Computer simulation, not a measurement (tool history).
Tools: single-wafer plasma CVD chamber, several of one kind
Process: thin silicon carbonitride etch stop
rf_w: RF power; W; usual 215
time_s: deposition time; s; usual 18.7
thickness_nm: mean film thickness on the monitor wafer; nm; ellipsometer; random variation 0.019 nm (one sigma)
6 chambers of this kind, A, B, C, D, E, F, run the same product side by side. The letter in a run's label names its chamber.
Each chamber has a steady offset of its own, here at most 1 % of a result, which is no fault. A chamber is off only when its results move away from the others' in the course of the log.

run   hour  rf_w  time_s  read-back reference wafer on the same gauge, thickness_nm  thickness_nm
 1A    4.8   215    18.7                                                     8.7003       10.8610
 2E   15.6   215    18.7                                                     8.7062       10.8690
      25.9  -- chamber B: RF generator calibrated
 3C   26.6   215    18.7                                                     8.7080       10.8500
 4F   32.8   215    18.7                                                     8.7052       11.0050
 5B   38.2   215    18.7                                                     8.7015       10.9070
 6D   44.5   215    18.7                                                     8.7086       10.8940
 7A   53.6   215    18.7                                                     8.7150       10.8350
 8B   61.5   215    15.8                                                     8.7148        9.2122
 9C   67.0   215    15.8                                                     8.7138        9.1917
10F   74.7   215    15.8                                                     8.7142        9.2804
11E   83.8   215    15.8                                                     8.7154        9.2414
12D   93.5   215    15.8                                                     8.7189        9.1710
13E   98.9   215    15.8                                                     8.7208        9.2072
14C  109.6   215    18.7                                                     8.7214       10.9100
15A  118.4   215    18.7                                                     8.7277       10.8870
16F  128.9   215    18.7                                                     8.7319       10.9530
17B  133.6   215    18.7                                                     8.7245       10.9600
     134.1  -- chamber F: thermocouple changed; heater temperature recalibrated
18D  140.1   215    18.7                                                     8.7253       10.9070
19A  146.1   215    18.7                                                     8.7306       10.8580
20E  153.9   215    18.7                                                     8.7310       10.9390
21D  163.0   215    18.7                                                     8.7332       10.9390
22F  173.7   215    18.7                                                     8.7360       11.0230
23B  180.8   215    18.7                                                     8.7378       10.9870
24C  188.1   215    18.7                                                     8.7408       10.8960
25A  198.0   215    18.7                                                     8.7440       10.8940
26D  205.2   215    18.7                                                     8.7450       10.9460
27C  211.5   215    18.7                                                     8.7455       10.9130
28E  220.9   215    18.7                                                     8.7449       10.9430
     227.9  -- chamber C: RF generator calibrated
29B  227.9   215    18.7                                                     8.7492       10.9730
30F  236.8   215    18.7                                                     8.7484       11.0420
31D  246.5   215    18.7                                                     8.7530       10.9310
32F  252.5   215    18.7                                                     8.7533       11.0180
33E  258.7   240    18.7                                                     8.7585       11.3060
34C  266.4   240    18.7                                                     8.7573       11.3170
35B  276.6   240    18.7                                                     8.7607       11.3400
36A  283.3   240    18.7                                                     8.7632       11.2970

Is one chamber off against the others, does the gauge drift, or is nothing wrong? If a chamber is off, say which, and what the likeliest cause is.

The gauge drifts, so all chambers seem to drift together. No chamber is off.
Cause: gauge reads high (%) = 0.712.
